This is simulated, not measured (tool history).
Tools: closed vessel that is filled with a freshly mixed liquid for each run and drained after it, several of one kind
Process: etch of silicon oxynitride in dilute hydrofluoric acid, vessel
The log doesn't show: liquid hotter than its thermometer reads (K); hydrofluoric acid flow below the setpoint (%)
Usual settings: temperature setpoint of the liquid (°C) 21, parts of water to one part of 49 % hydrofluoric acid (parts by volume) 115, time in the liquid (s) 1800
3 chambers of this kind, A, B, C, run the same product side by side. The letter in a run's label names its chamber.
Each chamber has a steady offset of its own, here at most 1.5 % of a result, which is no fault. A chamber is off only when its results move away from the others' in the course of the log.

run   hour  temperature setpoint of the liquid (°C)  parts of water to one part of 49 % hydrofluoric acid (parts by volume)  time in the liquid (s)  hours since the thermometer was replaced  hours since the hydrofluoric acid flow meter was replaced  read-back film thickness of the silicon oxynitride reference wafer, read on the same gauge (nm)  thickness taken off the silicon oxynitride on a monitor wafer (Å)
 1A   10.3                                       21                                                                     115                    1800                                    1696.3                                                      921.9                                                                                              140                                                             276.09
 2C   17.7                                       21                                                                     115                    1800                                    1113.7                                                      951.6                                                                                           140.01                                                              273.3
 3B   26.2                                       21                                                                     115                    1800                                     710.1                                                      676.9                                                                                           139.99                                                              279.9
 4C   38.4                                       21                                                                     115                    1800                                    1134.4                                                      972.3                                                                                              140                                                             272.45
 5B     49                                       21                                                                     115                    1800                                     732.9                                                      699.7                                                                                           140.01                                                             281.18
 6A   60.3                                       21                                                                     115                    1800                                    1746.3                                                      971.9                                                                                           140.02                                                             277.29
 7C   73.8                                       21                                                                     115                    1800                                    1169.8                                                     1007.7                                                                                              140                                                             271.91
 8B   82.7                                       21                                                                     115                    1800                                     766.6                                                      733.4                                                                                           139.99                                                             280.56
 9A   92.7                                     25.5                                                                     115                    1385                                    1778.7                                                     1004.3                                                                                           139.99                                                             262.39
10A   98.7                                     25.5                                                                     115                    1385                                    1784.7                                                     1010.3                                                                                           139.99                                                              263.4
11C  107.1                                     25.5                                                                     115                    1385                                    1203.1                                                       1041                                                                                           140.01                                                             259.99
12B  118.8                                       21                                                                     115                    1800                                     802.7                                                      769.5                                                                                           140.01                                                             279.46
13A  126.4                                       21                                                                     115                    1800                                    1812.4                                                       1038                                                                                              140                                                             276.01
14C  139.6                                       21                                                                     115                    1800                                    1235.6                                                     1073.5                                                                                           140.02                                                             272.08
15B  146.8                                       21                                                                     115                    1800                                     830.7                                                      797.5                                                                                              140                                                             279.04
16A  158.2                                       21                                                                     115                    1800                                    1844.2                                                     1069.8                                                                                           140.01                                                             277.73
17C  168.6                                       21                                                                     160                    1800                                    1264.6                                                     1102.5                                                                                           140.01                                                             188.97
18B  176.9                                       21                                                                     160                    1800                                     860.8                                                      827.6                                                                                           139.99                                                             194.38
19B  188.2                                       21                                                                     160                    1800                                     872.1                                                      838.9                                                                                           140.01                                                             194.64
20C  195.6                                       21                                                                     145                    1120                                    1291.6                                                     1129.5                                                                                           140.01                                                             131.35
21A  209.4                                       21                                                                     145                    1120                                    1895.4                                                       1121                                                                                           139.99                                                             132.96
22C  223.1                                       21                                                                     145                    1120                                    1319.1                                                       1157                                                                                              140                                                             130.52
23B  233.7                                       21                                                                     115                    1800                                     917.6                                                      884.4                                                                                           140.02                                                             280.49
24A  243.9                                       21                                                                     115                    1800                                    1929.9                                                     1155.5                                                                                              140                                                             276.05
25A  250.5                                       21                                                                     115                    1800                                    1936.5                                                     1162.1                                                                                              140                                                             275.79
26C  262.9                                       21                                                                     115                    1800                                    1358.9                                                     1196.8                                                                                           140.02                                                             271.72
27B  272.3                                       21                                                                     115                    1800                                     956.2                                                        923                                                                                           139.98                                                             281.84
28C  278.9                                       21                                                                     115                    1800                                    1374.9                                                     1212.8                                                                                              140                                                             272.33
29A  289.3                                       21                                                                     115                    1800                                    1975.3                                                     1200.9                                                                                              140                                                             276.15
30B  301.4                                       21                                                                     115                    1800                                     985.3                                                      952.1                                                                                              140                                                             284.55
31A  310.3                                       21                                                                     115                    1800                                    1996.3                                                     1221.9                                                                                           139.98                                                             277.25
32C  319.4                                       21                                                                     115                    1800                                    1415.4                                                     1253.3                                                                                           140.01                                                             271.42
33B  328.2                                       21                                                                     115                    1800                                    1012.1                                                      978.9                                                                                           139.99                                                             284.77
34C  340.8                                       21                                                                     115                    1800                                    1436.8                                                     1274.7                                                                                              140                                                             272.32
35B  353.5                                       21                                                                     115                    1800                                    1037.4                                                     1004.2                                                                                           139.99                                                             284.57
     353.9  -- chamber B: hydrofluoric acid flow meter replaced
     355.4  -- chamber C: thermometer replaced
36A  364.8                                       21                                                                     115                    1800                                    2050.8                                                     1276.4                                                                                           140.01                                                             276.33
37B  378.1                                       21                                                                      80                    1800                                      1062                                                       24.3                                                                                           139.99                                                             419.51
38C  389.6                                       21                                                                      80                    1800                                      34.3                                                     1323.5                                                                                           140.01                                                             405.06
39A  403.2                                       21                                                                      80                    1800                                    2089.2                                                     1314.8                                                                                           140.02                                                             410.06
40A  413.7                                       21                                                                     115                    1800                                    2099.7                                                     1325.3                                                                                           139.98                                                             276.24
41C  426.1                                       21                                                                     115                    1800                                      70.8                                                       1360                                                                                           140.02                                                             273.45

Is one chamber off against the others, does the gauge drift, or is nothing wrong? If a chamber is off, say which, and what the likeliest cause is.

Chamber B drifts away from the others.
Cause: liquid hotter than its thermometer reads (K) = 0.364.

Here are 4 candidates for chamber B's next run, each the usual settings with a change, their results left as question marks. Which one brings its results back in line with what the others give on the usual settings?
In line means no further than this from the other chambers' mean on the usual settings: thickness taken off the silicon oxynitride on a monitor wafer (Å) 3
42B-1  435.9                                       21                                                                     115                    1655                                                                                                                                                                                                                                                                        ?
42B-2  435.9                                       21                                                                     115                    1730                                                                                                                                                                                                                                                                        ?
42B-3  435.9                                       21                                                                     110                    1865                                                                                                                                                                                                                                                                        ?
42B-4  435.9                                       21                                                                     115                    1870                                                                                                                                                                                                                                                                        ?

The other chambers' mean on the usual settings: thickness taken off the silicon oxynitride on a monitor wafer (Å) 274.3
  run  thickness taken off the silicon oxynitride on a monitor wafer (Å)
42B-1                                                             262.09
42B-2                                                             273.97
42B-3                                                             310.06
42B-4                                                             296.14
42B-2 brings the chamber back in line.
